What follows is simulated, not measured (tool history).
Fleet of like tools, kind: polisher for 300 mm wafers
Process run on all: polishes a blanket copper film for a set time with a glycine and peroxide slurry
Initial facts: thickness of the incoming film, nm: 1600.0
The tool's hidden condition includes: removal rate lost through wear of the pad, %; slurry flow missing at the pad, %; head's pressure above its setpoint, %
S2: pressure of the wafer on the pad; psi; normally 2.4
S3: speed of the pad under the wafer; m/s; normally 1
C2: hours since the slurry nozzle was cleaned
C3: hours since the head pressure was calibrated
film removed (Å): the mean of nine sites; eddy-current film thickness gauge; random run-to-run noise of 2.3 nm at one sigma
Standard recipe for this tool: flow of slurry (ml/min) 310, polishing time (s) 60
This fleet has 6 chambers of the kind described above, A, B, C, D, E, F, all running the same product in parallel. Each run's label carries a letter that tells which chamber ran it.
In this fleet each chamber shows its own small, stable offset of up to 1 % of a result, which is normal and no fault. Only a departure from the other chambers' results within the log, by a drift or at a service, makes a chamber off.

At hour 3.8: chamber B: slurry nozzle cleaned.
Run 1F, hour 5.2: usual settings; wafers polished on this pad 206; C2 162.8; C3 602.4. Result: film removed (Å) 3480.2.
Run 2B, hour 8.7: usual settings; wafers polished on this pad 482; C2 5; C3 340.5. Result: film removed (Å) 3428.7.
At hour 11.2: chamber E: worn pad replaced by a new one.
Run 3D, hour 14.4: usual settings; wafers polished on this pad 341; C2 186; C3 704.3. Result: film removed (Å) 3451.
At hour 17.3: chamber A: slurry nozzle cleaned.
Run 4C, hour 18: usual settings; wafers polished on this pad 615; C2 292.5; C3 112. Result: film removed (Å) 3441.7.
Run 5E, hour 21.1: usual settings but polishing time (s) 41; wafers polished on this pad 118; C2 351.8; C3 335.2. Result: film removed (Å) 2378.3.
At hour 24.6: chamber A: worn pad replaced by a new one.
Run 6A, hour 26.8: usual settings but polishing time (s) 41; wafers polished on this pad 27; C2 9.6; C3 293.4. Result: film removed (Å) 2393.7.
Run 7D, hour 29.8: usual settings but polishing time (s) 41; wafers polished on this pad 525; C2 201.4; C3 719.7. Result: film removed (Å) 2355.4.
Run 8E, hour 32.9: usual settings but polishing time (s) 41; wafers polished on this pad 259; C2 363.6; C3 347. Result: film removed (Å) 2385.
At hour 38.2: chamber F: worn pad replaced by a new one.
Run 9F, hour 38.5: usual settings but polishing time (s) 41; wafers polished on this pad 4; C2 196.1; C3 635.7. Result: film removed (Å) 2350.6.
Run 10A, hour 42.7: usual settings but polishing time (s) 41; wafers polished on this pad 217; C2 25.5; C3 309.3. Result: film removed (Å) 2357.3.
Run 11B, hour 46.8: usual settings; wafers polished on this pad 937; C2 43.1; C3 378.6. Result: film removed (Å) 3438.2.
Run 12C, hour 50.8: usual settings; wafers polished on this pad 1007; C2 325.3; C3 144.8. Result: film removed (Å) 3506.
Run 13A, hour 53.9: usual settings; wafers polished on this pad 351; C2 36.7; C3 320.5. Result: film removed (Å) 3467.9.
At hour 57.2: chamber A: head pressure recalibrated.
At hour 58.5: chamber C: worn pad replaced by a new one.
Run 14E, hour 58.9: usual settings; wafers polished on this pad 570; C2 389.6; C3 373. Result: film removed (Å) 3491.2.
At hour 60.9: chamber E: head pressure recalibrated.
Run 15F, hour 64.3: usual settings; wafers polished on this pad 313; C2 221.9; C3 661.5. Result: film removed (Å) 3461.5.
Run 16D, hour 68.2: usual settings; wafers polished on this pad 984; C2 239.8; C3 758.1. Result: film removed (Å) 3473.1.
Run 17C, hour 71: usual settings; wafers polished on this pad 149; C2 345.5; C3 165. Result: film removed (Å) 3482.1.
Run 18B, hour 73.7: usual settings; wafers polished on this pad 1259; C2 70; C3 405.5. Result: film removed (Å) 3415.2.
Run 19E, hour 78.5: usual settings; wafers polished on this pad 804; C2 409.2; C3 17.6. Result: film removed (Å) 3527.1.
Run 20D, hour 83: usual settings; wafers polished on this pad 1160; C2 254.6; C3 772.9. Result: film removed (Å) 3481.6.
At hour 84.1: chamber E: worn pad replaced by a new one.
Run 21A, hour 86.8: usual settings; wafers polished on this pad 744; C2 69.6; C3 29.7. Result: film removed (Å) 3683.5.
At hour 90.3: chamber F: worn pad replaced by a new one.
Run 22F, hour 90.5: usual settings; wafers polished on this pad 2; C2 248.1; C3 687.7. Result: film removed (Å) 3438.3.
At hour 93.8: chamber B: worn pad replaced by a new one.
Run 23B, hour 95.1: usual settings; wafers polished on this pad 16; C2 91.4; C3 426.9. Result: film removed (Å) 3445.4.
Run 24C, hour 99.3: usual settings; wafers polished on this pad 488; C2 373.8; C3 193.3. Result: film removed (Å) 3475.6.
At hour 104.1: chamber D: worn pad replaced by a new one.
Run 25F, hour 104.8: usual settings; wafers polished on this pad 173; C2 262.4; C3 702. Result: film removed (Å) 3460.
Run 26B, hour 107.4: usual settings but flow of slurry (ml/min) 225, polishing time (s) 67; wafers polished on this pad 163; C2 103.7; C3 439.2. Result: film removed (Å) 3756.8.
Run 27A, hour 112.2: usual settings but flow of slurry (ml/min) 225, polishing time (s) 67; wafers polished on this pad 1047; C2 95; C3 55.1. Result: film removed (Å) 3959.6.
Run 28D, hour 115.3: usual settings but flow of slurry (ml/min) 225, polishing time (s) 67; wafers polished on this pad 134; C2 286.9; C3 805.2. Result: film removed (Å) 3709.
Run 29E, hour 119: usual settings but flow of slurry (ml/min) 225, polishing time (s) 67; wafers polished on this pad 417; C2 449.7; C3 58.1. Result: film removed (Å) 3754.8.
Run 30C, hour 124.3: usual settings but flow of slurry (ml/min) 225, polishing time (s) 67; wafers polished on this pad 787; C2 398.8; C3 218.3. Result: film removed (Å) 3809.9.
Run 31E, hour 128.8: usual settings but flow of slurry (ml/min) 225, polishing time (s) 67; wafers polished on this pad 534; C2 459.5; C3 67.9. Result: film removed (Å) 3787.
Run 32C, hour 134.2: usual settings but S2 1.7 psi, polishing time (s) 79; wafers polished on this pad 905; C2 408.7; C3 228.2. Result: film removed (Å) 3447.
At hour 137.1: chamber A: worn pad replaced by a new one.
Run 33B, hour 137.2: usual settings but S2 1.7 psi, polishing time (s) 79; wafers polished on this pad 519; C2 133.5; C3 469. Result: film removed (Å) 3504.3.
Run 34D, hour 139.9: usual settings but S2 1.7 psi, polishing time (s) 79; wafers polished on this pad 428; C2 311.5; C3 829.8. Result: film removed (Å) 3514.7.
At hour 143: chamber E: worn pad replaced by a new one.
Run 35A, hour 143.8: usual settings but S2 1.7 psi, polishing time (s) 79; wafers polished on this pad 80; C2 126.6; C3 86.7. Result: film removed (Å) 3662.3.
At hour 145.8: chamber F: worn pad replaced by a new one.
Run 36F, hour 148.4: usual settings but S2 1.7 psi, polishing time (s) 79; wafers polished on this pad 31; C2 306; C3 745.6. Result: film removed (Å) 3498.4.
Run 37C, hour 151.9: usual settings but S2 1.7 psi, polishing time (s) 79; wafers polished on this pad 1116; C2 426.4; C3 245.9. Result: film removed (Å) 3483.
Run 38B, hour 156.5: usual settings; wafers polished on this pad 750; C2 152.8; C3 488.3. Result: film removed (Å) 3437.3.
Run 39F, hour 160.4: usual settings; wafers polished on this pad 174; C2 318; C3 757.6. Result: film removed (Å) 3424.
Run 40D, hour 165.5: usual settings but S2 1.8 psi, S3 0.8 m/s; wafers polished on this pad 734; C2 337.1; C3 855.4. Result: film removed (Å) 2362.4.
Run 41A, hour 171.4: usual settings but S2 1.8 psi, S3 0.8 m/s; wafers polished on this pad 410; C2 154.2; C3 114.3. Result: film removed (Å) 2486.
Run 42E, hour 175.6: usual settings but S2 1.8 psi, S3 0.8 m/s; wafers polished on this pad 390; C2 506.3; C3 114.7. Result: film removed (Å) 2371.4.
Run 43A, hour 178.3: usual settings but S2 1.8 psi, S3 0.8 m/s; wafers polished on this pad 492; C2 161.1; C3 121.2. Result: film removed (Å) 2483.2.

Predict what each chamber gives when all 6 of them run the settings below next.
Run 44A, hour 182.5: usual settings. Result: film removed (Å) ?.
Run 44B, hour 182.5: usual settings. Result: film removed (Å) ?.
Run 44C, hour 182.5: usual settings. Result: film removed (Å) ?.
Run 44D, hour 182.5: usual settings. Result: film removed (Å) ?.
Run 44E, hour 182.5: usual settings. Result: film removed (Å) ?.
Run 44F, hour 182.5: usual settings. Result: film removed (Å) ?.

run  film removed (Å)
44A            3634.6
44B            3394.3
44C            3446.5
44D            3442.1
44E            3481.8
44F            3488.9

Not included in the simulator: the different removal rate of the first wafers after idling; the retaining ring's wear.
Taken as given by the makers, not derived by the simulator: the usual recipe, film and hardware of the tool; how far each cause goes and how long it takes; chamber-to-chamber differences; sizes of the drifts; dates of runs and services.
